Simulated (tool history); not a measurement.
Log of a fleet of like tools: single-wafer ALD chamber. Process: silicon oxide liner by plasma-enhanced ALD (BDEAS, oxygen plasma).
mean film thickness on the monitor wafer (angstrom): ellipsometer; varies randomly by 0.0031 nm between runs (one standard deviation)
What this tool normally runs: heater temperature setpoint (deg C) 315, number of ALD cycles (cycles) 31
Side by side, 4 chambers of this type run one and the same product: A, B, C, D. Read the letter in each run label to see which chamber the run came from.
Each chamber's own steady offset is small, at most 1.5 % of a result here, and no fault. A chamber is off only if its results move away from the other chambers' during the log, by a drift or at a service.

run,day,heater temperature setpoint (deg C),number of ALD cycles (cycles),hours since the last thermocouple change,"read-back reference wafer on the same gauge, thickness_nm",mean film thickness on the monitor wafer (angstrom)
1C,0.246,315,31,1361.1,2.4099,27.980
2A,0.388,315,31,773.0,2.4090,28.187
3B,0.504,315,31,1095.9,2.4090,28.429
4D,0.633,315,31,478.5,2.4089,28.365
5B,0.796,315,31,1102.9,2.4090,28.442
6A,1.029,315,31,788.4,2.4085,28.226
7D,1.154,315,31,491.0,2.4090,28.385
8C,1.279,315,31,1385.9,2.4085,27.884
9B,1.525,315,31,1120.4,2.4075,28.446
10A,1.642,315,31,803.1,2.4079,28.139
11C,1.846,315,31,1399.5,2.4076,27.921
12D,2.083,315,31,513.3,2.4071,28.330
13D,2.279,315,31,518.0,2.4068,28.334
14B,2.467,315,31,1143.0,2.4062,28.430
15C,2.638,315,31,1418.5,2.4062,27.919
16A,2.771,315,31,830.2,2.4061,28.115
17B,2.942,315,31,1154.4,2.4063,28.422
18A,3.129,315,31,838.8,2.4062,28.147
19D,3.250,315,31,541.3,2.4055,28.271
20C,3.383,315,31,1436.4,2.4059,27.840
21C,3.517,315,31,1439.6,2.4050,27.858
22B,3.642,315,31,1171.2,2.4045,28.398
23D,3.850,315,31,555.7,2.4046,28.297
24A,4.021,315,31,860.2,2.4038,28.104
25D,4.246,315,31,565.2,2.4040,28.266
26A,4.488,315,31,871.4,2.4035,28.074
27B,4.700,315,31,1196.6,2.4033,28.332
28C,4.833,315,31,1471.2,2.4037,27.911
29D,5.012,315,31,583.6,2.4026,28.295
30B,5.204,315,31,1208.7,2.4029,28.324
31A,5.346,315,31,892.0,2.4025,28.069
32C,5.558,315,31,1488.6,2.4022,27.850
33A,5.717,315,31,900.9,2.4021,28.070
34B,5.938,307,34,1226.3,2.4018,31.458
35D,6.158,307,34,611.1,2.4012,31.390
36C,6.379,307,34,1508.3,2.4015,30.851
37D,6.496,307,34,619.2,2.4009,31.358
38A,6.746,321,31,925.6,2.4013,27.825
39C,6.979,321,31,1522.7,2.4006,27.610
40B,7.212,321,31,1256.9,2.4000,28.095
41A,7.458,321,31,942.7,2.3997,27.819
42B,7.596,315,31,1266.1,2.3999,28.325

Read the log: is a single chamber off, either drifting away or since a service, is the gauge that measures every chamber drifting, or is nothing wrong beyond small per-chamber offsets? Name any odd chamber and what most likely caused it.

It is the gauge, not a chamber: its drift shows up in every chamber's results at once, and no chamber is off.
What lies behind it: gauge reads low (%) = 0.444.
